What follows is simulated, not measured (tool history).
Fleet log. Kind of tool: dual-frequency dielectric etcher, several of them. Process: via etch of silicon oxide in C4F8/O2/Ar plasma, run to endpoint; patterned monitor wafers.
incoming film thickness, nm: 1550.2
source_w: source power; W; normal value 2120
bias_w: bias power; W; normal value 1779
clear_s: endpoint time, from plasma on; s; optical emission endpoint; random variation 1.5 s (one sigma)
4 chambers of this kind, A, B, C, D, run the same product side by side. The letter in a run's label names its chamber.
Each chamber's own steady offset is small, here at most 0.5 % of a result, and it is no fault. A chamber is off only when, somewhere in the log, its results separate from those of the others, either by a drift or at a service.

run   hour  source_w  bias_w  hours since the last wet clean  hours since the last source power generator calibration  hours since the last bias power generator calibration  clear_s
 1C    3.5      2120    1779                           504.8                                                   2127.1                                                  145.3   310.38
 2B    7.9      2120    1779                           131.6                                                   1254.9                                                  213.9   310.21
 3A   12.6      2120    1779                           269.6                                                   1339.9                                                  801.2   306.55
 4D   18.5      2120    1779                           278.7                                                    981.6                                                 1338.5   309.28
 5A     25      2120    1779                             282                                                   1352.3                                                  813.6   307.58
 6C   30.5      1660    1384                           531.8                                                   2154.1                                                  172.3   362.75
 7D     34      1660    1384                           294.2                                                    997.1                                                   1354   364.05
      37.8  -- chamber C: wet clean of the chamber
 8B   40.8      1660    1384                           164.5                                                   1287.8                                                  246.8   367.99
 9B   44.7      1660    1384                           168.4                                                   1291.7                                                  250.7   363.85
10D   51.5      2120    1779                           311.7                                                   1014.6                                                 1371.5   311.28
11C   57.9      2120    1779                            20.1                                                   2181.5                                                  199.7   310.42
12A   63.9      2120    1779                           320.9                                                   1391.2                                                  852.5    309.4
13C   69.7      2120    1779                            31.9                                                   2193.3                                                  211.5   310.79
14D   74.7      2120    1779                           334.9                                                   1037.8                                                 1394.7   308.88
15B   79.7      2120    1779                           203.4                                                   1326.7                                                  285.7   307.38
16A   84.1      2120    1779                           341.1                                                   1411.4                                                  872.7    307.2
17A   90.8      2120    1343                           347.8                                                   1418.1                                                  879.4   330.88
18B   96.1      2120    1343                           219.8                                                   1343.1                                                  302.1   337.04
19C  102.6      2120    1343                            64.8                                                   2226.2                                                  244.4   334.67
20D  108.4      2120    1343                           368.6                                                   1071.5                                                 1428.4   335.36
21B  111.6      2120    1779                           235.3                                                   1358.6                                                  317.6   309.77
22A  117.1      2120    1779                           374.1                                                   1444.4                                                  905.7   307.92
23C  122.3      2120    1779                            84.5                                                   2245.9                                                  264.1   309.93
24D  128.5      2120    1779                           388.7                                                   1091.6                                                 1448.5   308.79
25A  135.3      2120    1779                           392.3                                                   1462.6                                                  923.9   310.62
26C  140.7      2120    1779                           102.9                                                   2264.3                                                  282.5   308.23
27B  147.5      2120    1779                           271.2                                                   1394.5                                                  353.5   309.39
28D  152.9      2120    1779                           413.1                                                     1116                                                 1472.9   311.97
29B  159.5      2120    1779                           283.2                                                   1406.5                                                  365.5   311.34
30C  163.2      2120    1779                           125.4                                                   2286.8                                                    305   310.77
31D  169.5      2120    1779                           429.7                                                   1132.6                                                 1489.5   314.06
32A  172.6      2120    1779                           429.6                                                   1499.9                                                  961.2   308.67
33C    176      2120    1779                           138.2                                                   2299.6                                                  317.8      310
34A  182.1      2120    1779                           439.1                                                   1509.4                                                  970.7   307.31
35B  188.3      2120    1779                             312                                                   1435.3                                                  394.3   312.02
36D  194.3      2120    1779                           454.5                                                   1157.4                                                 1514.3   316.28
37A  197.8      2120    1779                           454.8                                                   1525.1                                                  986.4   309.44
     200.3  -- chamber A: wet clean of the chamber
38C    204      1880    1779                           166.2                                                   2327.6                                                  345.8   323.84
39B  207.1      1880    1779                           330.8                                                   1454.1                                                  413.1   326.51
40D    210      1880    1779                           470.2                                                   1173.1                                                   1530   331.44
     213.4  -- chamber C: source power generator calibrated
41C  215.9      1880    1779                           178.1                                                      2.5                                                  357.7   325.91
42A  221.5      2120    1779                            21.3                                                   1548.8                                                 1010.1    306.1
43D  226.4      2120    2068                           486.6                                                   1189.5                                                 1546.4   304.84
44B  232.1      2120    2068                           355.8                                                   1479.1                                                  438.1   297.56

Which is it: a chamber that has drifted or been left off by a service, a gauge drift common to all chambers, or only each chamber's usual small offset? If a chamber is off, name it and its likeliest cause.

Chamber D drifts away from the others.
Cause: etch rate under this chamber's usual, % = 2.78.

Below are 4 candidate recipes for chamber D's next run, each the usual settings with a change, their results shown as question marks. Which of them brings D's results back in line with what the other chambers give on the usual settings?
Maximum distance from the other chambers' mean on the usual settings for a result to count as in line: clear_s 5.4 s
45D-1   237      2030    1724                                                                                                                                                        ?
45D-2   237      1920    1658                                                                                                                                                        ?
45D-3   237      2210    1834                                                                                                                                                        ?
45D-4   237      2320    1900                                                                                                                                                        ?

On the usual settings, the other chambers give on average: clear_s 309.41 s
  run  clear_s
45D-1   324.79
45D-2   335.68
45D-3   308.63
45D-4   299.74
45D-3 puts the chamber back in line with the other chambers.
